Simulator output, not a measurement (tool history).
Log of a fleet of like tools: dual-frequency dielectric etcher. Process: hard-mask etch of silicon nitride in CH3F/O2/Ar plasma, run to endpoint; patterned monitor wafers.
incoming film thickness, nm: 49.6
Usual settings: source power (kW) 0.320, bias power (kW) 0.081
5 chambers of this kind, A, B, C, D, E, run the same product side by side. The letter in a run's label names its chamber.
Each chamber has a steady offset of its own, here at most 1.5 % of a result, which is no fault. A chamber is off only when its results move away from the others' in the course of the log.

run   hour  source power (kW)  bias power (kW)  endpoint time (s)
 1B    4.8              0.320            0.081             74.062
 2D   13.4              0.320            0.081             75.181
 3C   18.9              0.320            0.081             74.841
      23.3  -- chamber E: wet clean of the chamber
 4A   25.1              0.320            0.081             73.387
 5E   31.9              0.320            0.081             75.162
 6E   37.9              0.280            0.092             75.730
 7C   46.9              0.280            0.092             74.951
 8D   53.2              0.280            0.092             74.799
 9B   60.5              0.280            0.092             75.202
10A   65.4              0.280            0.092             74.592
11A   75.4              0.320            0.081             73.360
12E   82.0              0.320            0.081             75.299
13B   91.9              0.250            0.066             87.798
14D   99.0              0.250            0.066             88.821
15C  106.2              0.250            0.066             88.133
16D  115.8              0.250            0.066             88.194
17B  120.7              0.250            0.066             88.900
18E  126.7              0.320            0.081             75.209
19C  134.5              0.320            0.081             75.291
20A  142.8              0.250            0.081             80.882
21B  147.3              0.250            0.081             81.647
22A  153.9              0.250            0.081             79.999
23E  158.6              0.250            0.081             82.102
24D  163.5              0.250            0.081             81.491
25C  172.1              0.320            0.081             76.697
26A  180.6              0.280            0.067             83.065
27E  188.3              0.280            0.067             84.140
28B  193.8              0.280            0.067             83.648
29C  203.3              0.280            0.067             87.516
30D  208.6              0.280            0.067             84.038
31B  218.1              0.320            0.081             74.694
32A  224.2              0.320            0.081             73.890
33C  232.9              0.320            0.081             77.979
34D  241.5              0.320            0.081             75.144
35E  246.5              0.320            0.081             76.107
36D  251.2              0.320            0.081             75.361
37A  257.4              0.320            0.081             73.480

All 5 chambers run these settings next. Forecast each chamber's results:
38A  264.7              0.320            0.062                  ?
38B  264.7              0.320            0.062                  ?
38C  264.7              0.320            0.062                  ?
38D  264.7              0.320            0.062                  ?
38E  264.7              0.320            0.062                  ?

run  endpoint time (s)
38A             81.154
38B             81.927
38C             87.075
38D             81.833
38E             82.525

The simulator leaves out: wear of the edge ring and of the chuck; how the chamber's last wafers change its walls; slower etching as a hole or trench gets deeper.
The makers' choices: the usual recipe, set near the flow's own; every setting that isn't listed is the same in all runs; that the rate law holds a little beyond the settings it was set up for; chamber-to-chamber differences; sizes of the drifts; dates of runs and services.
